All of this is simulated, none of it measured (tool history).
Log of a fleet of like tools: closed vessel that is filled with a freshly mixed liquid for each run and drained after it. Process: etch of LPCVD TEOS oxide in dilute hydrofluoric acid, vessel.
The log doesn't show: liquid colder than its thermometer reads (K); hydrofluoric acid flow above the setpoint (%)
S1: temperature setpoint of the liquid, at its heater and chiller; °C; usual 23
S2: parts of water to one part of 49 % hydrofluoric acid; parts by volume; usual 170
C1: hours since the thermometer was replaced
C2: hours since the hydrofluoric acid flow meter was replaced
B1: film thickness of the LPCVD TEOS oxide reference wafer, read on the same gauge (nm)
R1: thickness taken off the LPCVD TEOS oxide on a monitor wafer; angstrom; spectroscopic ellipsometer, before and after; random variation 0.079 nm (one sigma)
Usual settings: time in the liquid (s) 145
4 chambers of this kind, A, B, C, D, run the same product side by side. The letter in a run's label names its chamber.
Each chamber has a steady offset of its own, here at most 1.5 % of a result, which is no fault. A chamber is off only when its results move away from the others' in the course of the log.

{"run": "1A", "hour": 8.1, "S1": 23, "S2": 170, "time in the liquid (s)": 145, "C1": 1629.4, "C2": 547.1, "B1": 99.993, "R1": 141.95}
{"run": "2D", "hour": 12.4, "S1": 23, "S2": 170, "time in the liquid (s)": 145, "C1": 351.7, "C2": 850.5, "B1": 100.01, "R1": 144.78}
{"run": "3C", "hour": 22.0, "S1": 23, "S2": 170, "time in the liquid (s)": 145, "C1": 269.6, "C2": 729.9, "B1": 100, "R1": 144.15}
{"run": "4B", "hour": 27.7, "S1": 23, "S2": 170, "time in the liquid (s)": 145, "C1": 1068.9, "C2": 950.1, "B1": 100.03, "R1": 143.16}
{"run": "5A", "hour": 33.3, "S1": 23, "S2": 170, "time in the liquid (s)": 145, "C1": 1654.6, "C2": 572.3, "B1": 100, "R1": 140.46}
{"run": "6D", "hour": 40.0, "S1": 23, "S2": 170, "time in the liquid (s)": 145, "C1": 379.3, "C2": 878.1, "B1": 99.99, "R1": 143.01}
{"run": "7B", "hour": 48.1, "S1": 23, "S2": 170, "time in the liquid (s)": 145, "C1": 1089.3, "C2": 970.5, "B1": 100, "R1": 141.45}
{"run": "8C", "hour": 56.6, "S1": 23, "S2": 170, "time in the liquid (s)": 145, "C1": 304.2, "C2": 764.5, "B1": 99.997, "R1": 143.74}
{"run": "9D", "hour": 63.3, "S1": 23, "S2": 170, "time in the liquid (s)": 145, "C1": 402.6, "C2": 901.4, "B1": 99.992, "R1": 142.34}
{"run": "10C", "hour": 71.3, "S1": 23, "S2": 170, "time in the liquid (s)": 145, "C1": 318.9, "C2": 779.2, "B1": 99.949, "R1": 144.06}
{"run": "11B", "hour": 76.2, "S1": 23, "S2": 170, "time in the liquid (s)": 145, "C1": 1117.4, "C2": 998.6, "B1": 99.971, "R1": 143.34}
{"run": "12A", "hour": 81.8, "S1": 23, "S2": 170, "time in the liquid (s)": 145, "C1": 1703.1, "C2": 620.8, "B1": 99.969, "R1": 140.93}
{"run": "13D", "hour": 86.2, "S1": 23, "S2": 170, "time in the liquid (s)": 145, "C1": 425.5, "C2": 924.3, "B1": 100.03, "R1": 143.19}
{"run": "14B", "hour": 90.7, "S1": 23, "S2": 170, "time in the liquid (s)": 145, "C1": 1131.9, "C2": 1013.1, "B1": 99.978, "R1": 142.83}
{"run": "15C", "hour": 99.0, "S1": 23, "S2": 170, "time in the liquid (s)": 145, "C1": 346.6, "C2": 806.9, "B1": 99.99, "R1": 145.75}
{"run": "16A", "hour": 104.6, "S1": 23, "S2": 170, "time in the liquid (s)": 145, "C1": 1725.9, "C2": 643.6, "B1": 100, "R1": 142.43}
{"run": "17B", "hour": 114.1, "S1": 23, "S2": 170, "time in the liquid (s)": 145, "C1": 1155.3, "C2": 1036.5, "B1": 99.992, "R1": 142.49}
{"run": "18C", "hour": 123.1, "S1": 23, "S2": 210, "time in the liquid (s)": 70, "C1": 370.7, "C2": 831, "B1": 99.982, "R1": 54.084}
{"run": "19D", "hour": 128.2, "S1": 23, "S2": 210, "time in the liquid (s)": 70, "C1": 467.5, "C2": 966.3, "B1": 99.947, "R1": 53.609}
{"run": "20A", "hour": 132.6, "S1": 23, "S2": 210, "time in the liquid (s)": 70, "C1": 1753.9, "C2": 671.6, "B1": 100.02, "R1": 52.765}
{"run": "21B", "hour": 138.5, "S1": 23, "S2": 210, "time in the liquid (s)": 70, "C1": 1179.7, "C2": 1060.9, "B1": 100.02, "R1": 53.319}
{"run": "22C", "hour": 142.9, "S1": 23, "S2": 170, "time in the liquid (s)": 145, "C1": 390.5, "C2": 850.8, "B1": 99.984, "R1": 146.14}
{"run": "23A", "hour": 148.2, "S1": 23, "S2": 170, "time in the liquid (s)": 145, "C1": 1769.5, "C2": 687.2, "B1": 99.993, "R1": 142.28}
{"run": "24D", "hour": 154.0, "S1": 23, "S2": 170, "time in the liquid (s)": 145, "C1": 493.3, "C2": 992.1, "B1": 100.01, "R1": 144.45}
{"run": "25A", "hour": 159.3, "S1": 23, "S2": 170, "time in the liquid (s)": 145, "C1": 1780.6, "C2": 698.3, "B1": 99.989, "R1": 140.33}
{"run": "26D", "hour": 168.7, "S1": 23, "S2": 170, "time in the liquid (s)": 145, "C1": 508, "C2": 1006.8, "B1": 100.02, "R1": 143.94}
{"run": "27B", "hour": 177.0, "S1": 23, "S2": 170, "time in the liquid (s)": 145, "C1": 1218.2, "C2": 1099.4, "B1": 100.01, "R1": 142.07}
{"run": "28C", "hour": 181.7, "S1": 23, "S2": 170, "time in the liquid (s)": 145, "C1": 429.3, "C2": 889.6, "B1": 99.994, "R1": 144.05}
{"run": "29C", "hour": 189.6, "S1": 23, "S2": 170, "time in the liquid (s)": 145, "C1": 437.2, "C2": 897.5, "B1": 100.04, "R1": 144.43}
{"run": "30A", "hour": 193.8, "S1": 23, "S2": 170, "time in the liquid (s)": 145, "C1": 1815.1, "C2": 732.8, "B1": 99.972, "R1": 140.85}

All 4 chambers run these settings next. Forecast each chamber's results:
{"run": "31A", "hour": 200.8, "S1": 23, "S2": 235, "time in the liquid (s)": 145, "R1": "?"}
{"run": "31B", "hour": 200.8, "S1": 23, "S2": 235, "time in the liquid (s)": 145, "R1": "?"}
{"run": "31C", "hour": 200.8, "S1": 23, "S2": 235, "time in the liquid (s)": 145, "R1": "?"}
{"run": "31D", "hour": 200.8, "S1": 23, "S2": 235, "time in the liquid (s)": 145, "R1": "?"}

run=31A R1=95.431
run=31B R1=94.772
run=31C R1=96.937
run=31D R1=97.197

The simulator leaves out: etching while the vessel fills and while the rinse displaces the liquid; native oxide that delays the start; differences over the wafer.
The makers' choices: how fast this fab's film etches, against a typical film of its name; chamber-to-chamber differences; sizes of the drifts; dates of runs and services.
